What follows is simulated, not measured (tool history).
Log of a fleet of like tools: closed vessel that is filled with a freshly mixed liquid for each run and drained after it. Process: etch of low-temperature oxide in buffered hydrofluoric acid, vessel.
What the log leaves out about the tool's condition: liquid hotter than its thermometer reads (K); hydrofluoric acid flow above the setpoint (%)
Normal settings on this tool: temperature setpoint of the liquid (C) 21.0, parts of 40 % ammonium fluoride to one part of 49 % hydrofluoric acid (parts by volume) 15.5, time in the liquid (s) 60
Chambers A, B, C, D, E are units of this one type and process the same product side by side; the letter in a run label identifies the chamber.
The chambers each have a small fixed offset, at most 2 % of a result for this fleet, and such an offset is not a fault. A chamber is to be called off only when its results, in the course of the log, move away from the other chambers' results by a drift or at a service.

run	day	temperature setpoint of the liquid (C)	parts of 40 % ammonium fluoride to one part of 49 % hydrofluoric acid (parts by volume)	time in the liquid (s)	hours since the thermometer was replaced	hours since the hydrofluoric acid flow meter was replaced	read-back film thickness of the low-temperature oxide reference wafer, read on the same gauge (nm)	thickness taken off the low-temperature oxide on a monitor wafer (angstrom)
1E	0.192	21.0	15.5	60	80.7	567.0	59.988	767.77
2C	0.371	21.0	15.5	60	1290.8	805.5	59.997	799.16
3A	0.654	21.0	15.5	60	181.6	438.2	60.028	782.08
4D	0.825	21.0	15.5	60	2384.5	66.3	59.992	805.27
5B	1.000	21.0	15.5	60	1447.8	1610.1	60.012	791.31
6C	1.262	21.0	15.5	60	1312.2	826.9	59.999	811.40
7E	1.446	21.0	15.5	60	110.8	597.1	60.021	777.23
8B	1.683	21.0	15.5	60	1464.2	1626.5	60.000	804.00
9D	1.829	21.0	15.5	60	2408.6	90.4	60.016	807.12
10A	1.992	21.0	15.5	60	213.7	470.3	59.982	789.13
11C	2.162	21.0	15.5	60	1333.8	848.5	59.993	806.35
12E	2.408	21.0	15.5	60	133.9	620.2	59.979	803.00
13D	2.571	21.0	15.5	60	2426.4	108.2	59.983	798.37
14B	2.729	21.0	15.5	60	1489.3	1651.6	60.018	823.67
15A	2.975	22.5	10.0	60	237.3	493.9	60.021	1304.60
# day 3.029: chamber C: thermometer replaced
16C	3.271	22.5	10.0	60	5.9	875.1	59.995	1332.60
17B	3.438	22.5	10.0	60	1506.3	1668.6	60.005	1354.60
18D	3.658	22.5	10.0	60	2452.5	134.3	59.995	1327.80
19A	3.817	22.5	10.0	60	257.5	514.1	59.988	1310.80
20E	4.050	21.0	15.5	60	173.3	659.6	60.010	787.99
21C	4.271	21.0	15.5	80	29.9	899.1	60.013	1067.90
22A	4.404	21.0	15.5	80	271.6	528.2	59.989	1041.50
23E	4.558	21.0	15.5	80	185.5	671.8	59.997	1039.90
24D	4.842	21.0	15.5	80	2480.9	162.7	59.997	1053.80
25B	5.012	21.0	15.5	80	1544.1	1706.4	60.007	1119.90
26D	5.154	21.0	15.5	60	2488.4	170.2	60.018	796.61
27B	5.321	21.0	15.5	60	1551.5	1713.8	60.006	837.81
28E	5.562	21.0	15.5	60	209.6	695.9	59.990	790.35
29A	5.729	21.0	12.0	60	303.4	560.0	60.000	1020.30
30C	5.954	21.0	12.0	60	70.3	939.5	60.020	1030.80
31C	6.196	21.0	12.0	60	76.1	945.3	60.002	1041.10
32A	6.342	21.0	12.0	60	318.1	574.7	59.991	995.16
33E	6.579	21.0	12.0	60	234.0	720.3	59.983	1028.00

For the next run the whole fleet of 5 chambers uses the same settings. Give each chamber's results:
34A	6.796	21.0	18.0	60				?
34B	6.796	21.0	18.0	60				?
34C	6.796	21.0	18.0	60				?
34D	6.796	21.0	18.0	60				?
34E	6.796	21.0	18.0	60				?

run	thickness taken off the low-temperature oxide on a monitor wafer (angstrom)
34A	687.32
34B	760.32
34C	689.75
34D	700.36
34E	681.61
